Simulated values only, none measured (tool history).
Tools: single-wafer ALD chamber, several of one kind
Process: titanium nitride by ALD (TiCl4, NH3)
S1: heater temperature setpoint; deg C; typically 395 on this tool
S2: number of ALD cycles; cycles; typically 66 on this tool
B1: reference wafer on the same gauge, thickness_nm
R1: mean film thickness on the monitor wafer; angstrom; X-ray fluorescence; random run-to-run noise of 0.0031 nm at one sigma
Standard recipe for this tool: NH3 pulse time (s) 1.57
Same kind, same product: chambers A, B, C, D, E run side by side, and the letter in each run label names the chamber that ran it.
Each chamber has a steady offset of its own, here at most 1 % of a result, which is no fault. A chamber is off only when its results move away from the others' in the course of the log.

Run 1A, hour 8.9: usual settings; B1 1.6597. Result: R1 14.427 angstrom.
Run 2B, hour 16.1: usual settings; B1 1.6593. Result: R1 14.387 angstrom.
Run 3E, hour 22.4: usual settings; B1 1.6597. Result: R1 14.343 angstrom.
Run 4D, hour 33.4: usual settings; B1 1.6594. Result: R1 14.427 angstrom.
Run 5C, hour 41.5: usual settings; B1 1.6598. Result: R1 14.364 angstrom.
Run 6A, hour 49: usual settings; B1 1.6592. Result: R1 14.474 angstrom.
Run 7B, hour 58.2: usual settings; B1 1.6606. Result: R1 14.401 angstrom.
Run 8D, hour 67.5: usual settings but S1 409 deg C, S2 76 cycles; B1 1.6603. Result: R1 16.768 angstrom.
Run 9E, hour 74.7: usual settings but S1 409 deg C, S2 76 cycles; B1 1.6601. Result: R1 16.585 angstrom.
Run 10C, hour 80.5: usual settings but S1 409 deg C, S2 76 cycles; B1 1.6596. Result: R1 16.692 angstrom.
Run 11E, hour 89.3: usual settings but S1 409 deg C, S2 76 cycles; B1 1.6614. Result: R1 16.672 angstrom.
Run 12C, hour 95.3: usual settings but S1 409 deg C, S2 76 cycles; B1 1.661. Result: R1 16.675 angstrom.
Run 13D, hour 108.8: usual settings but S2 70 cycles; B1 1.6603. Result: R1 15.237 angstrom.
Run 14A, hour 120: usual settings but S2 70 cycles; B1 1.6599. Result: R1 15.279 angstrom.
Run 15B, hour 127.5: usual settings but S2 70 cycles; B1 1.6591. Result: R1 15.248 angstrom.
Run 16D, hour 139.2: usual settings but S2 70 cycles; B1 1.6594. Result: R1 15.278 angstrom.
Run 17B, hour 148.2: usual settings but S2 70 cycles; B1 1.6604. Result: R1 15.28 angstrom.
Run 18A, hour 154.8: usual settings; B1 1.6593. Result: R1 14.44 angstrom.
Run 19C, hour 161.7: usual settings; B1 1.6606. Result: R1 14.305 angstrom.
At hour 167.9: chamber C: thermocouple changed; heater temperature recalibrated.
Run 20E, hour 169.1: usual settings; B1 1.6604. Result: R1 14.336 angstrom.
Run 21B, hour 179.1: usual settings; B1 1.6604. Result: R1 14.433 angstrom.
Run 22E, hour 186.7: usual settings; B1 1.6609. Result: R1 14.352 angstrom.
Run 23C, hour 195.7: usual settings; B1 1.6596. Result: R1 14.408 angstrom.
Run 24A, hour 202.2: usual settings but S1 383 deg C; B1 1.6608. Result: R1 14.249 angstrom.
Run 25D, hour 209.7: usual settings but S1 383 deg C; B1 1.6597. Result: R1 14.213 angstrom.
Run 26B, hour 222.8: usual settings but S1 383 deg C; B1 1.6611. Result: R1 14.206 angstrom.
Run 27D, hour 232.5: usual settings but S1 383 deg C; B1 1.6604. Result: R1 14.146 angstrom.
Run 28E, hour 239.7: usual settings but S1 383 deg C; B1 1.6599. Result: R1 14.138 angstrom.
Run 29A, hour 251.8: usual settings; B1 1.659. Result: R1 14.453 angstrom.
Run 30C, hour 259: usual settings; B1 1.6598. Result: R1 14.376 angstrom.
Run 31E, hour 268.8: usual settings; B1 1.6598. Result: R1 14.301 angstrom.
Run 32A, hour 280.2: usual settings; B1 1.6602. Result: R1 14.416 angstrom.
Run 33C, hour 291.9: usual settings; B1 1.6598. Result: R1 14.361 angstrom.
Run 34B, hour 297.9: usual settings but S2 74 cycles; B1 1.659. Result: R1 16.163 angstrom.
Run 35D, hour 310.7: usual settings but S2 74 cycles; B1 1.6598. Result: R1 16.111 angstrom.
Run 36D, hour 321.3: usual settings but S2 74 cycles; B1 1.6595. Result: R1 16.139 angstrom.
Run 37B, hour 334.3: usual settings but S2 74 cycles; B1 1.6606. Result: R1 16.19 angstrom.
Run 38A, hour 346.8: usual settings but S2 74 cycles; B1 1.6608. Result: R1 16.105 angstrom.
Run 39C, hour 355.6: usual settings; B1 1.6593. Result: R1 14.345 angstrom.
Run 40E, hour 365.7: usual settings but S2 71 cycles, NH3 pulse time (s) 1.21; B1 1.6599. Result: R1 15.191 angstrom.
Run 41B, hour 375: usual settings but S2 71 cycles, NH3 pulse time (s) 1.21; B1 1.6601. Result: R1 15.265 angstrom.
Run 42D, hour 387.9: usual settings but S2 71 cycles, NH3 pulse time (s) 1.21; B1 1.6596. Result: R1 15.262 angstrom.
Run 43E, hour 398: usual settings but S2 71 cycles, NH3 pulse time (s) 1.21; B1 1.6598. Result: R1 15.201 angstrom.
Run 44A, hour 404: usual settings but S2 71 cycles, NH3 pulse time (s) 1.21; B1 1.6595. Result: R1 15.318 angstrom.

For the next run the whole fleet of 5 chambers uses the same settings. Give each chamber's results:
Run 45A, hour 413.7: usual settings but NH3 pulse time (s) 1.21. Result: R1 ?.
Run 45B, hour 413.7: usual settings but NH3 pulse time (s) 1.21. Result: R1 ?.
Run 45C, hour 413.7: usual settings but NH3 pulse time (s) 1.21. Result: R1 ?.
Run 45D, hour 413.7: usual settings but NH3 pulse time (s) 1.21. Result: R1 ?.
Run 45E, hour 413.7: usual settings but NH3 pulse time (s) 1.21. Result: R1 ?.

run      R1
45A  14.191
45B  14.188
45C  14.107
45D  14.182
45E  14.123
